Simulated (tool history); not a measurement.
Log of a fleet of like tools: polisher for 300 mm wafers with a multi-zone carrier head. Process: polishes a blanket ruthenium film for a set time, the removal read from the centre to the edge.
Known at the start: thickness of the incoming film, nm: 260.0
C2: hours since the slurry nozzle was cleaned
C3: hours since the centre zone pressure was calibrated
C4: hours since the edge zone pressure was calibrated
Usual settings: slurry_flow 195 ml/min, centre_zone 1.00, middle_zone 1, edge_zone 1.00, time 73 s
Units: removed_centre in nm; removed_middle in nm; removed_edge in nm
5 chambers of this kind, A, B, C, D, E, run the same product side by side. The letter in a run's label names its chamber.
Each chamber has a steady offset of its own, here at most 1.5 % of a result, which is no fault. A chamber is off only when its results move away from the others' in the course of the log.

{"run": "1A", "day": 0.233, "slurry_flow": 195, "centre_zone": 1.0, "middle_zone": 1, "edge_zone": 1.0, "time": 73, "wafers polished on this pad": 612, "C2": 255.9, "C3": 944.4, "C4": 510.3, "removed_centre": 69.708, "removed_middle": 68.516, "removed_edge": 68.634}
{"day": 0.246, "done": "chamber B: worn pad replaced by a new one"}
{"day": 0.392, "done": "chamber D: worn pad replaced by a new one"}
{"run": "2E", "day": 0.458, "slurry_flow": 195, "centre_zone": 1.0, "middle_zone": 1, "edge_zone": 1.0, "time": 73, "wafers polished on this pad": 554, "C2": 591.1, "C3": 384.9, "C4": 268.6, "removed_centre": 69.19, "removed_middle": 69.775, "removed_edge": 69.477}
{"run": "3B", "day": 0.604, "slurry_flow": 195, "centre_zone": 1.0, "middle_zone": 1, "edge_zone": 1.0, "time": 73, "wafers polished on this pad": 87, "C2": 252.8, "C3": 209.6, "C4": 323.1, "removed_centre": 68.416, "removed_middle": 69.025, "removed_edge": 68.015}
{"run": "4D", "day": 0.842, "slurry_flow": 195, "centre_zone": 1.0, "middle_zone": 1, "edge_zone": 1.0, "time": 73, "wafers polished on this pad": 109, "C2": 276.2, "C3": 626.9, "C4": 203.9, "removed_centre": 68.327, "removed_middle": 69.05, "removed_edge": 68.583}
{"day": 0.942, "done": "chamber E: slurry nozzle cleaned"}
{"run": "5C", "day": 0.975, "slurry_flow": 195, "centre_zone": 1.0, "middle_zone": 1, "edge_zone": 1.0, "time": 73, "wafers polished on this pad": 272, "C2": 459.9, "C3": 159.9, "C4": 313.4, "removed_centre": 69.275, "removed_middle": 69.728, "removed_edge": 69.136}
{"run": "6A", "day": 1.162, "slurry_flow": 195, "centre_zone": 1.0, "middle_zone": 1, "edge_zone": 1.0, "time": 73, "wafers polished on this pad": 838, "C2": 278.2, "C3": 966.7, "C4": 532.6, "removed_centre": 69.98, "removed_middle": 68.898, "removed_edge": 69.163}
{"run": "7B", "day": 1.446, "slurry_flow": 195, "centre_zone": 1.08, "middle_zone": 1, "edge_zone": 1.0, "time": 48, "wafers polished on this pad": 292, "C2": 273.0, "C3": 229.8, "C4": 343.3, "removed_centre": 49.78, "removed_middle": 45.024, "removed_edge": 45.86}
{"run": "8C", "day": 1.679, "slurry_flow": 195, "centre_zone": 1.08, "middle_zone": 1, "edge_zone": 1.0, "time": 48, "wafers polished on this pad": 443, "C2": 476.8, "C3": 176.8, "C4": 330.3, "removed_centre": 49.344, "removed_middle": 45.975, "removed_edge": 44.787}
{"run": "9D", "day": 1.804, "slurry_flow": 195, "centre_zone": 1.08, "middle_zone": 1, "edge_zone": 1.0, "time": 48, "wafers polished on this pad": 343, "C2": 299.3, "C3": 650.0, "C4": 227.0, "removed_centre": 49.047, "removed_middle": 45.33, "removed_edge": 44.463}
{"day": 1.958, "done": "chamber E: worn pad replaced by a new one"}
{"run": "10E", "day": 1.971, "slurry_flow": 195, "centre_zone": 1.08, "middle_zone": 1, "edge_zone": 1.0, "time": 48, "wafers polished on this pad": 3, "C2": 24.8, "C3": 421.2, "C4": 304.9, "removed_centre": 49.783, "removed_middle": 44.755, "removed_edge": 45.454}
{"run": "11E", "day": 2.104, "slurry_flow": 195, "centre_zone": 1.08, "middle_zone": 1, "edge_zone": 1.0, "time": 48, "wafers polished on this pad": 36, "C2": 28.0, "C3": 424.4, "C4": 308.1, "removed_centre": 49.245, "removed_middle": 44.907, "removed_edge": 46.412}
{"day": 2.358, "done": "chamber B: worn pad replaced by a new one"}
{"run": "12A", "day": 2.371, "slurry_flow": 195, "centre_zone": 1.0, "middle_zone": 1, "edge_zone": 1.0, "time": 73, "wafers polished on this pad": 1131, "C2": 307.2, "C3": 995.7, "C4": 561.6, "removed_centre": 69.653, "removed_middle": 69.378, "removed_edge": 69.09}
{"day": 2.5, "done": "chamber A: worn pad replaced by a new one"}
{"day": 2.533, "done": "chamber A: centre zone pressure recalibrated"}
{"run": "13C", "day": 2.612, "slurry_flow": 195, "centre_zone": 1.0, "middle_zone": 1, "edge_zone": 0.96, "time": 53, "wafers polished on this pad": 669, "C2": 499.2, "C3": 199.2, "C4": 352.7, "removed_centre": 50.328, "removed_middle": 50.712, "removed_edge": 48.835}
{"run": "14B", "day": 2.738, "slurry_flow": 195, "centre_zone": 1.0, "middle_zone": 1, "edge_zone": 0.96, "time": 53, "wafers polished on this pad": 92, "C2": 304.0, "C3": 260.8, "C4": 374.3, "removed_centre": 49.726, "removed_middle": 50.132, "removed_edge": 49.204}
{"run": "15D", "day": 2.933, "slurry_flow": 195, "centre_zone": 1.0, "middle_zone": 1, "edge_zone": 0.96, "time": 53, "wafers polished on this pad": 617, "C2": 326.4, "C3": 677.1, "C4": 254.1, "removed_centre": 49.837, "removed_middle": 50.478, "removed_edge": 48.402}
{"day": 3.1, "done": "chamber B: slurry nozzle cleaned"}
{"run": "16D", "day": 3.121, "slurry_flow": 195, "centre_zone": 1.0, "middle_zone": 1, "edge_zone": 0.96, "time": 53, "wafers polished on this pad": 663, "C2": 330.9, "C3": 681.6, "C4": 258.6, "removed_centre": 49.625, "removed_middle": 50.006, "removed_edge": 49.009}
{"run": "17E", "day": 3.392, "slurry_flow": 195, "centre_zone": 1.0, "middle_zone": 1, "edge_zone": 0.96, "time": 53, "wafers polished on this pad": 348, "C2": 58.9, "C3": 455.3, "C4": 339.0, "removed_centre": 50.659, "removed_middle": 49.252, "removed_edge": 50.009}
{"run": "18A", "day": 3.579, "slurry_flow": 195, "centre_zone": 1.0, "middle_zone": 1, "edge_zone": 1.0, "time": 73, "wafers polished on this pad": 262, "C2": 336.2, "C3": 25.2, "C4": 590.6, "removed_centre": 75.027, "removed_middle": 68.585, "removed_edge": 69.57}
{"run": "19C", "day": 3.704, "slurry_flow": 195, "centre_zone": 1.0, "middle_zone": 1, "edge_zone": 1.0, "time": 73, "wafers polished on this pad": 934, "C2": 525.4, "C3": 225.4, "C4": 378.9, "removed_centre": 68.806, "removed_middle": 69.06, "removed_edge": 67.979}
{"run": "20B", "day": 3.842, "slurry_flow": 195, "centre_zone": 1.0, "middle_zone": 1, "edge_zone": 1.0, "time": 73, "wafers polished on this pad": 359, "C2": 17.8, "C3": 287.3, "C4": 400.8, "removed_centre": 69.147, "removed_middle": 69.576, "removed_edge": 69.523}
{"run": "21A", "day": 4.008, "slurry_flow": 195, "centre_zone": 1.0, "middle_zone": 1, "edge_zone": 1.0, "time": 73, "wafers polished on this pad": 366, "C2": 346.5, "C3": 35.5, "C4": 600.9, "removed_centre": 75.903, "removed_middle": 69.69, "removed_edge": 68.921}
{"day": 4.058, "done": "chamber C: worn pad replaced by a new one"}
{"day": 4.112, "done": "chamber D: centre zone pressure recalibrated"}
{"run": "22D", "day": 4.262, "slurry_flow": 195, "centre_zone": 1.0, "middle_zone": 1, "edge_zone": 1.0, "time": 73, "wafers polished on this pad": 940, "C2": 358.3, "C3": 3.6, "C4": 286.0, "removed_centre": 69.113, "removed_middle": 68.765, "removed_edge": 68.101}
{"day": 4.283, "done": "chamber B: worn pad replaced by a new one"}
{"run": "23C", "day": 4.408, "slurry_flow": 250, "centre_zone": 0.93, "middle_zone": 1, "edge_zone": 1.0, "time": 73, "wafers polished on this pad": 85, "C2": 542.3, "C3": 242.3, "C4": 395.8, "removed_centre": 65.321, "removed_middle": 72.029, "removed_edge": 72.203}
{"run": "24E", "day": 4.675, "slurry_flow": 250, "centre_zone": 0.93, "middle_zone": 1, "edge_zone": 1.0, "time": 73, "wafers polished on this pad": 660, "C2": 89.7, "C3": 486.1, "C4": 369.8, "removed_centre": 66.227, "removed_middle": 69.734, "removed_edge": 71.33}
{"run": "25B", "day": 4.962, "slurry_flow": 250, "centre_zone": 0.93, "middle_zone": 1, "edge_zone": 1.0, "time": 73, "wafers polished on this pad": 165, "C2": 44.7, "C3": 314.2, "C4": 427.7, "removed_centre": 65.171, "removed_middle": 71.185, "removed_edge": 71.64}
{"run": "26E", "day": 5.108, "slurry_flow": 250, "centre_zone": 0.93, "middle_zone": 1, "edge_zone": 1.0, "time": 73, "wafers polished on this pad": 765, "C2": 100.1, "C3": 496.5, "C4": 380.2, "removed_centre": 67.113, "removed_middle": 70.649, "removed_edge": 69.804}
{"run": "27B", "day": 5.292, "slurry_flow": 250, "centre_zone": 0.93, "middle_zone": 1, "edge_zone": 1.0, "time": 73, "wafers polished on this pad": 245, "C2": 52.6, "C3": 322.1, "C4": 435.6, "removed_centre": 65.847, "removed_middle": 71.317, "removed_edge": 70.941}
{"day": 5.329, "done": "chamber D: worn pad replaced by a new one"}
{"run": "28C", "day": 5.462, "slurry_flow": 195, "centre_zone": 1.0, "middle_zone": 1, "edge_zone": 1.0, "time": 73, "wafers polished on this pad": 341, "C2": 567.6, "C3": 267.6, "C4": 421.1, "removed_centre": 68.539, "removed_middle": 67.684, "removed_edge": 68.001}
{"run": "29A", "day": 5.746, "slurry_flow": 195, "centre_zone": 1.0, "middle_zone": 1, "edge_zone": 1.0, "time": 73, "wafers polished on this pad": 788, "C2": 388.2, "C3": 77.2, "C4": 642.6, "removed_centre": 76.402, "removed_middle": 68.738, "removed_edge": 70.547}
{"run": "30D", "day": 5.967, "slurry_flow": 165, "centre_zone": 1.0, "middle_zone": 1, "edge_zone": 1.0, "time": 73, "wafers polished on this pad": 155, "C2": 399.2, "C3": 44.5, "C4": 326.9, "removed_centre": 67.036, "removed_middle": 67.747, "removed_edge": 68.2}
{"run": "31C", "day": 6.142, "slurry_flow": 165, "centre_zone": 1.0, "middle_zone": 1, "edge_zone": 1.0, "time": 73, "wafers polished on this pad": 506, "C2": 583.9, "C3": 283.9, "C4": 437.4, "removed_centre": 66.441, "removed_middle": 67.806, "removed_edge": 67.893}

What goes on in this fleet: one chamber off, a drifting gauge, or nothing beyond the chambers' own small offsets? Name the chamber and the cause, if any.

A service left chamber A off against the others.
Cause: centre zone's pressure above its setpoint, % = 7.78.

Here are 4 candidates for chamber A's next run, each the usual settings with a change, their results left as question marks. Which one brings its results back in line with what the others give on the usual settings?
In line means no further than this from the other chambers' mean on the usual settings: removed_centre 1.500 nm; removed_middle 2.100 nm; removed_edge 2.700 nm
{"run": "32A-1", "day": 6.346, "slurry_flow": 200, "centre_zone": 1.07, "middle_zone": 0.98, "edge_zone": 0.98, "time": 74, "removed_centre": "?", "removed_middle": "?", "removed_edge": "?"}
{"run": "32A-2", "day": 6.346, "slurry_flow": 195, "centre_zone": 1.03, "middle_zone": 0.99, "edge_zone": 0.99, "time": 74, "removed_centre": "?", "removed_middle": "?", "removed_edge": "?"}
{"run": "32A-3", "day": 6.346, "slurry_flow": 195, "centre_zone": 0.97, "middle_zone": 1.01, "edge_zone": 1.01, "time": 72, "removed_centre": "?", "removed_middle": "?", "removed_edge": "?"}
{"run": "32A-4", "day": 6.346, "slurry_flow": 190, "centre_zone": 0.93, "middle_zone": 1.02, "edge_zone": 1.02, "time": 72, "removed_centre": "?", "removed_middle": "?", "removed_edge": "?"}

The other chambers' mean on the usual settings: removed_centre 69.024 nm; removed_middle 68.969 nm; removed_edge 68.984 nm
run=32A-1 removed_centre=82.920 removed_middle=69.027 removed_edge=70.280
run=32A-2 removed_centre=79.204 removed_middle=69.428 removed_edge=70.454
run=32A-3 removed_centre=72.133 removed_middle=68.815 removed_edge=69.255
run=32A-4 removed_centre=68.549 removed_middle=69.184 removed_edge=69.410
32A-4 brings the chamber back in line.

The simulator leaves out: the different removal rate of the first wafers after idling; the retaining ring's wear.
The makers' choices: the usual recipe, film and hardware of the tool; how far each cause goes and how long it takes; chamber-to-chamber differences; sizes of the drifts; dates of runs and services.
